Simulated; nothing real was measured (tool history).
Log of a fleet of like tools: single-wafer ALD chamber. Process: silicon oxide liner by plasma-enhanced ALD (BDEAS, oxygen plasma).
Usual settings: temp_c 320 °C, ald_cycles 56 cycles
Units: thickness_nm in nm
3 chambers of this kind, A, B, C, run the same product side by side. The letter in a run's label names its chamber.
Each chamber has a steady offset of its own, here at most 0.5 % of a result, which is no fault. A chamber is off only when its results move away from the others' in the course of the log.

run,day,temp_c,ald_cycles,"read-back reference wafer on the same gauge, thickness_nm",thickness_nm
1B,0.546,320,56,5.7085,5.0463
2A,1.012,320,56,5.7067,5.0690
3C,1.567,320,56,5.7092,5.0509
4B,2.112,320,56,5.7058,5.0423
5C,2.600,320,56,5.7052,5.0608
6A,3.100,320,56,5.7036,5.0585
7C,3.617,320,56,5.7031,5.0483
8B,4.117,320,56,5.7040,5.0383
9A,4.542,320,56,5.7003,5.0480
10B,5.008,320,56,5.7019,5.0416
11C,5.408,334,51,5.7028,4.5158
12A,5.975,334,51,5.6979,4.5042
13B,6.396,334,51,5.6985,4.4964
14C,6.925,311,56,5.6974,5.1095
15A,7.246,311,56,5.6949,5.1201
16C,7.529,311,56,5.6968,5.1074
17B,8.004,320,56,5.6965,5.0338
18A,8.258,320,56,5.6937,5.0470
19B,8.542,320,56,5.6958,5.0319
20C,8.925,320,56,5.6931,5.0510
21A,9.238,320,56,5.6938,5.0435
22C,9.688,320,56,5.6927,5.0475
23B,10.062,314,66,5.6922,5.9792
24A,10.404,314,66,5.6929,5.9786
25B,10.850,314,66,5.6910,5.9758
26A,11.292,320,56,5.6897,5.0422
27C,11.779,320,46,5.6889,4.1443
28B,12.146,320,46,5.6880,4.1348
29A,12.696,320,46,5.6891,4.1381
30C,13.246,332,56,5.6859,4.9503
31B,13.733,332,56,5.6853,4.9390
32C,14.154,332,56,5.6830,4.9552
33A,14.425,320,56,5.6849,5.0312

What goes on in this fleet: one chamber off, a drifting gauge, or nothing beyond the chambers' own small offsets? Name the chamber and the cause, if any.

The gauge drifts, so all chambers seem to drift together. No chamber is off.
Cause: gauge reads low (%) = 0.464.
